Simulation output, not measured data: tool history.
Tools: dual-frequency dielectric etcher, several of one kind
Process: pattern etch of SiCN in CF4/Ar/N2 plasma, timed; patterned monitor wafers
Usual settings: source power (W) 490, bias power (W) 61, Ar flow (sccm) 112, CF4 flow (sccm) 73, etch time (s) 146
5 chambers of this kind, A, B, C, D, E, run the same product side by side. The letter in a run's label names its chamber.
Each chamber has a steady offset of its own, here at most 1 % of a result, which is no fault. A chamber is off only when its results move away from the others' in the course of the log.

run   hour  source power (W)  bias power (W)  Ar flow (sccm)  CF4 flow (sccm)  etch time (s)  read-back reference wafer on the same gauge, depth_nm  mean etch depth across the wafer (angstrom)
       1.2  -- chamber D: wet clean of the chamber
 1B    8.9               490              61             112               73            146                                                 104.13                                      1264.40
 2D   18.7               490              61             112               73            146                                                 104.05                                      1268.10
 3C   28.5               490              61             112               73            146                                                 103.99                                      1263.10
 4E   37.7               490              61             112               73            146                                                 104.22                                      1267.80
 5A   43.0               490              61             112               73            146                                                 104.08                                      1254.80
 6E   54.0               490              61             112               73            146                                                 104.02                                      1263.60
 7C   62.6               490              61             112               73            146                                                 104.01                                      1254.50
      66.7  -- chamber A: wet clean of the chamber
 8D   72.2               490              61             112               73            146                                                 104.22                                      1249.40
 9A   83.1               580              61             112               73            146                                                 104.15                                      1471.40
10B   93.2               580              61             112               73            146                                                 103.99                                      1465.40
11B  102.4               580              61             112               73            146                                                 104.12                                      1463.80
12D  110.9               580              61             112               73            146                                                 104.00                                      1473.90
13C  117.1               580              61             112               73            146                                                 104.02                                      1471.20
14E  124.7               490              61             112               73            146                                                 104.00                                      1272.60
15A  136.3               490              61             112               73            146                                                 103.91                                      1267.40
16D  142.4               490              61             112               73            146                                                 104.16                                      1272.70
     148.0  -- chamber E: source power generator calibrated
17B  153.9               490              61             112               73            146                                                 103.97                                      1265.80
18E  163.8               490              61             112               73            146                                                 103.93                                      1268.80
19A  173.2               490              61             112               73            146                                                 103.96                                      1261.40
     174.9  -- chamber B: source power generator calibrated
20C  178.6               490              61             112               73            146                                                 104.04                                      1259.70
21A  185.5               490              61             112               73            146                                                 104.09                                      1270.90
22C  192.9               490              61             112               73            146                                                 104.14                                      1262.40
23E  203.7               490              61             112               73            122                                                 103.92                                      1052.60
24D  214.6               490              61             112               73            122                                                 104.03                                      1058.90
25B  221.4               490              61             112               73            122                                                 103.88                                      1020.00
26B  232.9               490              61             112               73            122                                                 104.15                                      1018.20
27A  240.0               490              61             112               73            122                                                 103.98                                      1050.90
28D  245.7               490              61             112               73            146                                                 104.01                                      1288.20
29C  257.3               490              61             112               73            146                                                 104.07                                      1264.00
30E  266.7               490              61             112               73            146                                                 103.91                                      1281.80
     267.1  -- chamber C: wet clean of the chamber
31B  274.9               490              61             112               73            146                                                 104.00                                      1226.60
32C  280.6               410              61             112               73            122                                                 103.84                                       896.77

Next, every chamber runs the same settings. What will each give?
33A  288.9               490              61             112               73            146                                                                                                   ?
33B  288.9               490              61             112               73            146                                                                                                   ?
33C  288.9               490              61             112               73            146                                                                                                   ?
33D  288.9               490              61             112               73            146                                                                                                   ?
33E  288.9               490              61             112               73            146                                                                                                   ?

run  mean etch depth across the wafer (angstrom)
33A                                      1273.10
33B                                      1208.50
33C                                      1249.50
33D                                      1264.80
33E                                      1275.10

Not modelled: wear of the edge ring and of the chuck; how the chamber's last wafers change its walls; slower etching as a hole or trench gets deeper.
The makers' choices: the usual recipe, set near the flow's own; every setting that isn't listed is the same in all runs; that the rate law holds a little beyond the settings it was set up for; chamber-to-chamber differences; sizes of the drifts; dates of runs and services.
